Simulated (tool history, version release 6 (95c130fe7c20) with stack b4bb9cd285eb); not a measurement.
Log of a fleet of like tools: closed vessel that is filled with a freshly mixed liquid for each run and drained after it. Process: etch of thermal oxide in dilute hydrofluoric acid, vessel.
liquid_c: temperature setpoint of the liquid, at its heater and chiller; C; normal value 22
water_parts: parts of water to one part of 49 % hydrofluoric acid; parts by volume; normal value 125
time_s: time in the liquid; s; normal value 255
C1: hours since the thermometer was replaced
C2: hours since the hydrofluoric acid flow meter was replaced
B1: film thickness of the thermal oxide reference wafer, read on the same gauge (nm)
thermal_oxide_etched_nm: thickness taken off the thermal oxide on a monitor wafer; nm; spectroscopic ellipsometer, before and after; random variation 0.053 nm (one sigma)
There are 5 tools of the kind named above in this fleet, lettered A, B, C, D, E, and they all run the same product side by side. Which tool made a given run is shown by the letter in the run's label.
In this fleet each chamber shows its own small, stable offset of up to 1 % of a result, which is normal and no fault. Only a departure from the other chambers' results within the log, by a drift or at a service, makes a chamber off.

run 1D hour=9.1 | liquid_c=22 water_parts=125 time_s=255 | C1=1095.6 C2=302.5 | B1=109.99 | thermal_oxide_etched_nm=8.9299
run 2B hour=21.4 | liquid_c=22 water_parts=125 time_s=255 | C1=1177.4 C2=967.2 | B1=109.98 | thermal_oxide_etched_nm=8.7756
run 3A hour=33.9 | liquid_c=22 water_parts=125 time_s=255 | C1=959.6 C2=251.4 | B1=110.01 | thermal_oxide_etched_nm=8.9343
run 4E hour=40.3 | liquid_c=22 water_parts=125 time_s=255 | C1=1007.8 C2=925 | B1=110 | thermal_oxide_etched_nm=8.8133
run 5C hour=50.7 | liquid_c=22 water_parts=125 time_s=255 | C1=988 C2=205.4 | B1=110.01 | thermal_oxide_etched_nm=8.8938
run 6A hour=62.6 | liquid_c=22 water_parts=125 time_s=255 | C1=988.3 C2=280.1 | B1=109.99 | thermal_oxide_etched_nm=8.8466
run 7B hour=72.9 | liquid_c=22 water_parts=125 time_s=255 | C1=1228.9 C2=1018.7 | B1=110.01 | thermal_oxide_etched_nm=8.8173
run 8D hour=81.6 | liquid_c=22 water_parts=125 time_s=255 | C1=1168.1 C2=375 | B1=110 | thermal_oxide_etched_nm=8.7748
-- hour=86 chamber B: thermometer replaced
run 9C hour=93.4 | liquid_c=22 water_parts=75 time_s=255 | C1=1030.7 C2=248.1 | B1=109.99 | thermal_oxide_etched_nm=15.651
run 10E hour=102.1 | liquid_c=22 water_parts=75 time_s=255 | C1=1069.6 C2=986.8 | B1=109.99 | thermal_oxide_etched_nm=15.405
run 11A hour=114.3 | liquid_c=22 water_parts=75 time_s=255 | C1=1040 C2=331.8 | B1=110 | thermal_oxide_etched_nm=15.844
run 12C hour=121.9 | liquid_c=22 water_parts=75 time_s=255 | C1=1059.2 C2=276.6 | B1=110.01 | thermal_oxide_etched_nm=15.664
run 13B hour=134.2 | liquid_c=22 water_parts=75 time_s=255 | C1=48.3 C2=1080 | B1=110 | thermal_oxide_etched_nm=15.865
run 14E hour=143.1 | liquid_c=22 water_parts=125 time_s=140 | C1=1110.6 C2=1027.8 | B1=109.99 | thermal_oxide_etched_nm=4.8086
run 15D hour=156.2 | liquid_c=22 water_parts=125 time_s=140 | C1=1242.7 C2=449.6 | B1=110.01 | thermal_oxide_etched_nm=4.8339
-- hour=158.8 chamber B: hydrofluoric acid flow meter replaced
run 16E hour=167.6 | liquid_c=22 water_parts=125 time_s=140 | C1=1135.1 C2=1052.3 | B1=110 | thermal_oxide_etched_nm=4.8077
run 17C hour=177 | liquid_c=22 water_parts=125 time_s=140 | C1=1114.3 C2=331.7 | B1=109.99 | thermal_oxide_etched_nm=4.912
run 18A hour=189.3 | liquid_c=22 water_parts=125 time_s=140 | C1=1115 C2=406.8 | B1=110 | thermal_oxide_etched_nm=5.0736
run 19B hour=197 | liquid_c=22 water_parts=125 time_s=255 | C1=111.1 C2=38.3 | B1=109.99 | thermal_oxide_etched_nm=8.9514
run 20D hour=206.1 | liquid_c=22 water_parts=125 time_s=255 | C1=1292.6 C2=499.5 | B1=109.99 | thermal_oxide_etched_nm=8.8119
run 21A hour=215.8 | liquid_c=22 water_parts=125 time_s=255 | C1=1141.5 C2=433.3 | B1=109.99 | thermal_oxide_etched_nm=9.3141
run 22D hour=224 | liquid_c=22 water_parts=125 time_s=255 | C1=1310.5 C2=517.4 | B1=110.02 | thermal_oxide_etched_nm=8.8874
-- hour=226.8 chamber E: thermometer replaced
run 23C hour=232.5 | liquid_c=22 water_parts=125 time_s=255 | C1=1169.8 C2=387.2 | B1=109.99 | thermal_oxide_etched_nm=8.9285
run 24E hour=240 | liquid_c=22 water_parts=125 time_s=255 | C1=13.2 C2=1124.7 | B1=110.01 | thermal_oxide_etched_nm=8.8616
run 25B hour=246.3 | liquid_c=22 water_parts=125 time_s=255 | C1=160.4 C2=87.6 | B1=110.01 | thermal_oxide_etched_nm=8.8854
run 26A hour=252.9 | liquid_c=25.5 water_parts=125 time_s=340 | C1=1178.6 C2=470.4 | B1=110 | thermal_oxide_etched_nm=14.356
run 27C hour=265.1 | liquid_c=25.5 water_parts=125 time_s=340 | C1=1202.4 C2=419.8 | B1=110.02 | thermal_oxide_etched_nm=13.625
run 28E hour=274.2 | liquid_c=25.5 water_parts=125 time_s=340 | C1=47.4 C2=1158.9 | B1=109.99 | thermal_oxide_etched_nm=13.569
run 29D hour=281.4 | liquid_c=25.5 water_parts=125 time_s=340 | C1=1367.9 C2=574.8 | B1=109.98 | thermal_oxide_etched_nm=13.468
run 30B hour=287.9 | liquid_c=25.5 water_parts=125 time_s=340 | C1=202 C2=129.2 | B1=109.99 | thermal_oxide_etched_nm=13.539
run 31E hour=294.7 | liquid_c=22 water_parts=125 time_s=255 | C1=67.9 C2=1179.4 | B1=110 | thermal_oxide_etched_nm=8.8599
-- hour=298.3 chamber D: thermometer replaced
run 32B hour=303.8 | liquid_c=22 water_parts=125 time_s=255 | C1=217.9 C2=145.1 | B1=109.99 | thermal_oxide_etched_nm=8.9492
run 33A hour=316.5 | liquid_c=22 water_parts=125 time_s=255 | C1=1242.2 C2=534 | B1=110.01 | thermal_oxide_etched_nm=9.622
run 34D hour=329.1 | liquid_c=22 water_parts=125 time_s=255 | C1=30.9 C2=622.5 | B1=110.02 | thermal_oxide_etched_nm=8.9062

Next, every chamber runs the same settings. What will each give?
run 35A hour=338.4 | liquid_c=22 water_parts=125 time_s=255 | thermal_oxide_etched_nm=?
run 35B hour=338.4 | liquid_c=22 water_parts=125 time_s=255 | thermal_oxide_etched_nm=?
run 35C hour=338.4 | liquid_c=22 water_parts=125 time_s=255 | thermal_oxide_etched_nm=?
run 35D hour=338.4 | liquid_c=22 water_parts=125 time_s=255 | thermal_oxide_etched_nm=?
run 35E hour=338.4 | liquid_c=22 water_parts=125 time_s=255 | thermal_oxide_etched_nm=?

run=35A thermal_oxide_etched_nm=9.6828
run=35B thermal_oxide_etched_nm=8.8993
run=35C thermal_oxide_etched_nm=8.9606
run=35D thermal_oxide_etched_nm=8.9211
run=35E thermal_oxide_etched_nm=8.711
